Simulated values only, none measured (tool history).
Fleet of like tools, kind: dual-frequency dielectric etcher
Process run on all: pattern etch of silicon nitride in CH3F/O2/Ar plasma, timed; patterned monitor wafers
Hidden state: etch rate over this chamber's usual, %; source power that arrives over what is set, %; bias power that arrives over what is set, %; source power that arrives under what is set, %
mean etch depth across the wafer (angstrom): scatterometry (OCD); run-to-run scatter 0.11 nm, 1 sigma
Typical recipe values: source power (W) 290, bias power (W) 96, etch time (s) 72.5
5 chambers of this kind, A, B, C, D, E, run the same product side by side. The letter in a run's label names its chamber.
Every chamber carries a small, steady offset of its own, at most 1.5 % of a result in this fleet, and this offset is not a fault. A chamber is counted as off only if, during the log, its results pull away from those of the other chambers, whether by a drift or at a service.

run,day,source power (W),bias power (W),etch time (s),hours since the last wet clean,hours since the last source power generator calibration,hours since the last bias power generator calibration,"read-back reference wafer on the same gauge, depth_nm",mean etch depth across the wafer (angstrom)
1A,0.183,290,96,72.5,235.7,4086.4,1995.4,50.297,494.81
2D,0.475,290,96,72.5,420.8,1939.4,2836.9,50.285,497.75
3E,0.646,290,96,72.5,459.0,847.7,991.0,50.293,501.90
4B,0.829,290,96,72.5,371.7,427.1,1508.0,50.301,493.71
5C,1.054,290,96,72.5,235.0,4586.4,110.1,50.277,500.65
6D,1.246,290,96,88.5,439.3,1957.9,2855.4,50.338,605.52
7A,1.438,290,96,88.5,265.8,4116.5,2025.5,50.278,605.89
8E,1.617,290,96,88.5,482.3,871.0,1014.3,50.304,616.34
9C,1.912,290,96,88.5,255.6,4607.0,130.7,50.321,611.21
10B,2.138,290,96,88.5,403.1,458.5,1539.4,50.312,603.25
11B,2.312,290,96,72.5,407.3,462.7,1543.6,50.312,491.45
12A,2.479,230,96,72.5,290.8,4141.5,2050.5,50.314,456.27
13D,2.746,230,96,72.5,475.3,1993.9,2891.4,50.292,457.24
14E,2.942,230,96,72.5,514.1,902.8,1046.1,50.310,459.82
15C,3.167,230,96,72.5,285.7,4637.1,160.8,50.326,459.91
16E,3.367,230,96,72.5,524.3,913.0,1056.3,50.298,458.01
17B,3.517,290,77,72.5,436.2,491.6,1572.5,50.290,456.78
18A,3.729,290,77,72.5,320.8,4171.5,2080.5,50.284,458.33
19D,4.038,290,77,72.5,506.3,2024.9,2922.4,50.333,457.94
# day 4.133: chamber D: wet clean of the chamber
20C,4.338,290,77,72.5,313.8,4665.2,188.9,50.290,463.15
21B,4.550,290,77,72.5,461.0,516.4,1597.3,50.295,456.71
# day 4.658: chamber E: wet clean of the chamber
22C,4.721,290,96,72.5,323.0,4674.4,198.1,50.304,498.37
# day 4.867: chamber C: wet clean of the chamber
23A,4.975,290,96,72.5,350.7,4201.4,2110.4,50.290,496.05
24E,5.150,290,96,72.5,11.9,955.8,1099.1,50.323,501.16
25D,5.417,290,96,72.5,30.9,2058.0,2955.5,50.319,493.10
26C,5.571,290,96,72.5,16.9,4694.8,218.5,50.335,501.16
27D,5.842,290,96,79.0,41.1,2068.2,2965.7,50.310,536.26
28E,6.083,290,96,79.0,34.3,978.2,1121.5,50.288,547.72
29A,6.325,290,96,79.0,383.1,4233.8,2142.8,50.288,539.38
30B,6.488,290,96,79.0,507.5,562.9,1643.8,50.316,537.77

One chamber off, gauge drift, or nothing amiss beyond the chambers' own small offsets? If it is a chamber, which one, and what is the likeliest cause?

Chamber D drifts away from the others.
Most likely cause: source power that arrives under what is set, % = 4.85.
The log may not tell that from: bias power that arrives under what is set, %.

Chamber D could run next with any of the 4 candidate recipes listed below; each alters the usual settings, and their results appear as question marks. Which one brings its results back in line with what the other chambers deliver on the usual settings?
To be in line, a result may differ from the other chambers' mean on the usual settings by at most: mean etch depth across the wafer (angstrom) 4.00
31D-1,6.712,290,96,75.0,,,,,?
31D-2,6.712,290,96,71.0,,,,,?
31D-3,6.712,290,96,70.0,,,,,?
31D-4,6.712,300,98,72.5,,,,,?

Average result of the remaining chambers running the usual settings: mean etch depth across the wafer (angstrom) 497.91
run,mean etch depth across the wafer (angstrom)
31D-1,505.66
31D-2,478.69
31D-3,471.95
31D-4,498.68
Change 31D-4 lands the chamber within the allowed miss of the other chambers.
